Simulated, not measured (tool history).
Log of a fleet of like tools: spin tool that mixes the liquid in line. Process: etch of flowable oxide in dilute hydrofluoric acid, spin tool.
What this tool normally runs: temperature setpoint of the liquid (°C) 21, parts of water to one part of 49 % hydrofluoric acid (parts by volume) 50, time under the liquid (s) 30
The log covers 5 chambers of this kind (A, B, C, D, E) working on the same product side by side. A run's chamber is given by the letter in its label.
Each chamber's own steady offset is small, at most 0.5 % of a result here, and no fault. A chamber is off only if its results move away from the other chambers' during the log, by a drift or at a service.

run,hour,temperature setpoint of the liquid (°C),parts of water to one part of 49 % hydrofluoric acid (parts by volume),time under the liquid (s),"read-back film thickness of the flowable oxide reference wafer, read on the same gauge (nm)",thickness taken off the flowable oxide on a monitor wafer (angstrom)
1D,9.7,21,50,30,90.009,278.69
2E,16.1,21,50,30,89.981,278.8
3A,25.6,21,50,30,90.03,275.74
4B,34.8,21,50,30,89.965,278.01
5C,41.8,21,50,30,89.977,273.28
6E,54.2,21,50,30,89.979,276.8
7A,62.4,21,50,30,90.026,278.48
8B,72.5,24.5,70,30,89.996,223.14
9D,83.6,24.5,70,30,90.002,223.69
10C,91,24.5,70,30,89.995,220.95
11D,98.4,24.5,70,30,90.006,222.24
12E,104.7,24.5,70,30,89.988,222.48
13B,118.4,21,50,30,89.988,277.6
14A,125.6,21,50,30,89.98,275.25
15C,137,21,50,30,90.005,276.76
16B,145.8,21,50,30,89.992,275.13
17A,157.1,21,50,30,90.004,278.77
18D,164.9,21,50,30,90.005,278.47
# hour 173.7: chamber A: hydrofluoric acid flow meter replaced
19C,179.1,21,50,30,90.017,275.25
20E,188.2,18.5,50,30,90.003,250.16
21E,195,18.5,50,30,90.029,246.38
22C,204.3,18.5,50,30,90.011,246.33
# hour 206.7: chamber E: hydrofluoric acid flow meter replaced
23D,218.2,18.5,50,30,89.963,248.8
24A,227.4,18.5,50,30,89.994,251.42
25B,236.3,21,50,30,90.003,270.5
26A,247.8,21,50,30,90.009,280.07
27C,255.1,21,30,30,90.033,473.27
28D,266,21,30,30,90.015,475.07
29E,276.2,21,30,30,90,474.78
# hour 283.3: chamber A: thermometer replaced
30B,286,21,30,30,89.962,454.05
31C,295.4,21,30,30,90,472.96
32E,306.7,21,50,30,89.995,276.58
33B,318.2,21,50,30,90.018,268.64
34D,327.3,21,50,30,89.989,278.91
35A,335,21,50,30,90.02,276.03
36A,341.3,21,50,30,89.963,276.95
37C,353.4,21,50,30,89.993,275.37
38D,367.5,21,50,30,90.003,272.96
39E,377.5,21,50,30,89.991,280.69
40B,389.5,21,50,30,89.987,263.96
41A,396.5,22.5,60,30,89.982,246.82
42E,409.5,22.5,60,30,90.003,242.19
43B,417.3,22.5,60,30,89.979,226.95
44C,426.9,22.5,60,30,90.022,239.36

Read the log: is a single chamber off, either drifting away or since a service, is the gauge that measures every chamber drifting, or is nothing wrong beyond small per-chamber offsets? Name any odd chamber and what most likely caused it.

One chamber, B, drifts off from the rest bit by bit.
What lies behind it: liquid colder than its thermometer reads (K) = 1.77.
From this log alone, it may not be told apart from: hydrofluoric acid flow below the setpoint (%).

Which of the 4 candidates below, each the usual settings with something changed and its results left as question marks, puts chamber B back in line with what the other chambers give on the usual settings?
Maximum distance from the other chambers' mean on the usual settings for a result to count as in line: thickness taken off the flowable oxide on a monitor wafer (angstrom) 6.2
45B-1,437,19.5,50,30,,?
45B-2,437,21,45,30,,?
45B-3,437,18.5,50,30,,?
45B-4,437,22.5,50,30,,?

The mean the other chambers reach with the usual settings: thickness taken off the flowable oxide on a monitor wafer (angstrom) 276.78
run,thickness taken off the flowable oxide on a monitor wafer (angstrom)
45B-1,242.03
45B-2,289.2
45B-3,231.75
45B-4,275.26
45B-4 brings the chamber back in line.

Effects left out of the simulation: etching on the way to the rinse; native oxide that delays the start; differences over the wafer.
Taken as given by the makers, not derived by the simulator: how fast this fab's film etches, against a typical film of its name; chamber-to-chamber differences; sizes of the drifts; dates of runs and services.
